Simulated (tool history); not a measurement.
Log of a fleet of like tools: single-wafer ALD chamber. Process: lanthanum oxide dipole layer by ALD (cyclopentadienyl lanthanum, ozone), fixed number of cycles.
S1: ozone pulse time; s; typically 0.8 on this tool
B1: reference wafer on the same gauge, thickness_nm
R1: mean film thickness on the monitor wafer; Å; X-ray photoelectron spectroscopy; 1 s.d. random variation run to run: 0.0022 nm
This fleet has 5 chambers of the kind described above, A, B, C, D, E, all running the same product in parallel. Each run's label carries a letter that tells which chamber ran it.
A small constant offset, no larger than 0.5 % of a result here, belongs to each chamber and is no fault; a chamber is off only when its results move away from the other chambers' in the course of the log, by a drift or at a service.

run   hour    S1       B1      R1
 1D    8.1   0.8  0.43189   4.613
 2C   13.7   0.8  0.43159  4.6333
 3B   20.2   0.8  0.43198  4.5576
 4E   27.4   0.8  0.43167   4.615
 5A     37   0.8  0.43223   4.626
 6E   41.6   0.8  0.43177  4.6377
 7B   46.8   0.8  0.43177  4.5941
 8D   53.2   0.8  0.43208  4.6059
 9C   58.1   0.8  0.43184  4.5819
10A   66.4   0.8    0.432  4.6151
11B   74.8   0.8  0.43187  4.6102
12C   83.8   0.8  0.43181  4.5901
        91  -- chamber A: ozone generator serviced
13E   91.8  0.63  0.43139  4.1353
14A   96.1  0.63  0.43176  4.1902
15D  100.8  0.63  0.43196  4.1559
16B  108.6  0.63  0.43159  4.1655
17A  112.8  0.63  0.43258  4.1906
18E  119.2   0.8  0.43204   4.635
     120.3  -- chamber E: ozone generator serviced
19C  128.1   0.8  0.43255  4.6321
20D  132.6   0.8  0.43169  4.6155
     135.1  -- chamber D: ozone generator serviced
21B  142.3   0.8   0.4318  4.6002
22A  147.9   0.8  0.43173  4.6518
23E  153.7   0.8   0.4318  4.6287
24C  160.3   0.8  0.43173  4.6313
25D  168.4   0.8  0.43226  4.6325
26D    173   0.8  0.43197  4.6213
27A  179.9   0.8  0.43177  4.6356
28C  186.4   0.8   0.4318  4.6072
29E  193.8   0.8  0.43159  4.5988
30B  200.4   0.8  0.43179  4.5978
31B  207.2   0.8  0.43163  4.5617
32C    214  0.49  0.43165  3.5862
33A  222.5  0.49  0.43236  3.6295
34D  227.2  0.49  0.43194  3.5793
35E  234.4  0.49  0.43255  3.6154
36C  240.6  0.49  0.43172  3.5665
37E  245.5   0.8  0.43183  4.6267
38B  252.3   0.8  0.43196  4.5535
39A  257.5   0.8  0.43225  4.6508
40D  264.1   0.8  0.43198  4.6496
41C  271.8   0.8  0.43175  4.6138
42B  278.4   0.5  0.43209  3.6569

The same settings go to every chamber for the next run, one line per chamber below. Forecast the results for each:
43A  285.5  0.59       ?
43B  285.5  0.59       ?
43C  285.5  0.59       ?
43D  285.5  0.59       ?
43E  285.5  0.59       ?

run      R1
43A  4.0166
43B  3.9775
43C  3.9927
43D  4.0143
43E  4.0234

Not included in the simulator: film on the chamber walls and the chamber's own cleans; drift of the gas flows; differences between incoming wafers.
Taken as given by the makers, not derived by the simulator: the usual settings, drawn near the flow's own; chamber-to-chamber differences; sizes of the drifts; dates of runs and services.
